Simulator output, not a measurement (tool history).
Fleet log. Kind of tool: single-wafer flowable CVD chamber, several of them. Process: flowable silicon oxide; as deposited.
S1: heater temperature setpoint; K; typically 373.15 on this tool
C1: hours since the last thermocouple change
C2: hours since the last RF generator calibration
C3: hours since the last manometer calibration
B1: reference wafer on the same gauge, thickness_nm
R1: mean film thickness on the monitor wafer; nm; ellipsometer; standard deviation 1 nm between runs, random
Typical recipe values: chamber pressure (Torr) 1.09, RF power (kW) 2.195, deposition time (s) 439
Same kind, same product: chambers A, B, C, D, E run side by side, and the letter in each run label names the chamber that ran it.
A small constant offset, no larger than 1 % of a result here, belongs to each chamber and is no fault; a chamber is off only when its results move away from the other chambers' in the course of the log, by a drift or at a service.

Run 1A, hour 10.4: usual settings; C1 1039.3; C2 174; C3 1132.1; B1 364. Result: R1 396.15 nm.
Run 2B, hour 19: usual settings; C1 1012.8; C2 1213.2; C3 1575.3; B1 363.82. Result: R1 396.95 nm.
Run 3C, hour 28.8: usual settings; C1 279.9; C2 200.9; C3 37; B1 363.93. Result: R1 394.51 nm.
At hour 37.8: chamber B: capacitance manometer re-zeroed and calibrated.
Run 4E, hour 40.3: usual settings; C1 213.8; C2 640.7; C3 101.9; B1 363.87. Result: R1 394.43 nm.
Run 5D, hour 46.4: usual settings; C1 2035; C2 806; C3 1022.8; B1 363.8. Result: R1 395.36 nm.
Run 6B, hour 58.2: usual settings; C1 1052; C2 1252.4; C3 20.5; B1 363.92. Result: R1 396.7 nm.
At hour 59.5: chamber A: thermocouple changed; heater temperature recalibrated.
Run 7D, hour 68.1: usual settings but deposition time (s) 498; C1 2056.7; C2 827.7; C3 1044.5; B1 364.07. Result: R1 446.49 nm.
Run 8E, hour 76.4: usual settings but deposition time (s) 498; C1 249.9; C2 676.8; C3 138; B1 364.21. Result: R1 447.17 nm.
Run 9A, hour 84.1: usual settings but deposition time (s) 498; C1 24.6; C2 247.7; C3 1205.8; B1 364.04. Result: R1 452.91 nm.
Run 10C, hour 93.6: usual settings but deposition time (s) 498; C1 344.7; C2 265.7; C3 101.8; B1 364.17. Result: R1 446.75 nm.
Run 11E, hour 101.9: usual settings but deposition time (s) 498; C1 275.4; C2 702.3; C3 163.5; B1 363.87. Result: R1 447.7 nm.
Run 12D, hour 109.9: usual settings; C1 2098.5; C2 869.5; C3 1086.3; B1 363.92. Result: R1 394.54 nm.
Run 13C, hour 115.6: usual settings; C1 366.7; C2 287.7; C3 123.8; B1 363.87. Result: R1 392.91 nm.
Run 14A, hour 126.7: usual settings; C1 67.2; C2 290.3; C3 1248.4; B1 363.91. Result: R1 400.28 nm.
Run 15B, hour 136: usual settings; C1 1129.8; C2 1330.2; C3 98.3; B1 363.96. Result: R1 397 nm.
Run 16D, hour 147: usual settings; C1 2135.6; C2 906.6; C3 1123.4; B1 363.94. Result: R1 395.75 nm.
Run 17B, hour 152.5: usual settings; C1 1146.3; C2 1346.7; C3 114.8; B1 363.96. Result: R1 398.31 nm.
Run 18A, hour 164.7: usual settings; C1 105.2; C2 328.3; C3 1286.4; B1 363.82. Result: R1 398.38 nm.
Run 19C, hour 173.3: usual settings; C1 424.4; C2 345.4; C3 181.5; B1 364.03. Result: R1 393.32 nm.
Run 20E, hour 181.9: usual settings; C1 355.4; C2 782.3; C3 243.5; B1 364.17. Result: R1 394.31 nm.
Run 21C, hour 187.5: usual settings; C1 438.6; C2 359.6; C3 195.7; B1 363.76. Result: R1 392.72 nm.
At hour 193.1: chamber D: thermocouple changed; heater temperature recalibrated.
Run 22A, hour 197.3: usual settings; C1 137.8; C2 360.9; C3 1319; B1 364.01. Result: R1 399.52 nm.
Run 23B, hour 208.2: usual settings; C1 1202; C2 1402.4; C3 170.5; B1 363.85. Result: R1 396.08 nm.
Run 24E, hour 217.6: usual settings; C1 391.1; C2 818; C3 279.2; B1 363.79. Result: R1 393.25 nm.
Run 25D, hour 228.1: usual settings; C1 35.1; C2 987.7; C3 1204.5; B1 364.09. Result: R1 386.74 nm.
At hour 228.6: chamber D: capacitance manometer re-zeroed and calibrated.
Run 26E, hour 236.6: usual settings; C1 410.1; C2 837; C3 298.2; B1 364.24. Result: R1 395.22 nm.
Run 27D, hour 248.9: usual settings; C1 55.9; C2 1008.5; C3 20.3; B1 364.14. Result: R1 386.19 nm.
Run 28A, hour 260.6: usual settings; C1 201.1; C2 424.2; C3 1382.3; B1 364.02. Result: R1 399.57 nm.
Run 29B, hour 269.7: usual settings; C1 1263.5; C2 1463.9; C3 232; B1 363.88. Result: R1 398.14 nm.
Run 30C, hour 277.5: usual settings; C1 528.6; C2 449.6; C3 285.7; B1 364.03. Result: R1 395.08 nm.
Run 31D, hour 283.8: usual settings; C1 90.8; C2 1043.4; C3 55.2; B1 363.83. Result: R1 387.27 nm.
Run 32A, hour 296: usual settings; C1 236.5; C2 459.6; C3 1417.7; B1 364.01. Result: R1 400.13 nm.
Run 33E, hour 301.8: usual settings; C1 475.3; C2 902.2; C3 363.4; B1 363.9. Result: R1 393.03 nm.
Run 34C, hour 311.3: usual settings; C1 562.4; C2 483.4; C3 319.5; B1 363.84. Result: R1 391.91 nm.
Run 35B, hour 318.1: usual settings; C1 1311.9; C2 1512.3; C3 280.4; B1 363.97. Result: R1 397.55 nm.

What goes on in this fleet: one chamber off, a drifting gauge, or nothing beyond the chambers' own small offsets? Name the chamber and the cause, if any.

A service on chamber D put it out of line with the rest.
Likeliest cause: wafer temperature above the value expected at the setpoint (K) = 0.609.

Below are 4 candidate recipes for chamber D's next run, each the usual settings with a change, their results shown as question marks. Which of them brings D's results back in line with what the other chambers give on the usual settings?
In line here means within this much of the mean the other chambers give on the usual settings: R1 3.6 nm
Run 36D-1, hour 326.9: usual settings but S1 372.15 K, chamber pressure (Torr) 1.1. Result: R1 ?.
Run 36D-2, hour 326.9: usual settings but chamber pressure (Torr) 1.07. Result: R1 ?.
Run 36D-3, hour 326.9: usual settings but S1 374.15 K, chamber pressure (Torr) 1.08, deposition time (s) 438. Result: R1 ?.
Run 36D-4, hour 326.9: usual settings but RF power (kW) 2.55. Result: R1 ?.

Usual-settings mean across the other chambers: R1 396.13 nm
  run      R1
36D-1  404.01
36D-2  379.12
36D-3  369.41
36D-4   395.7
Change 36D-4 lands the chamber within the allowed miss of the other chambers.
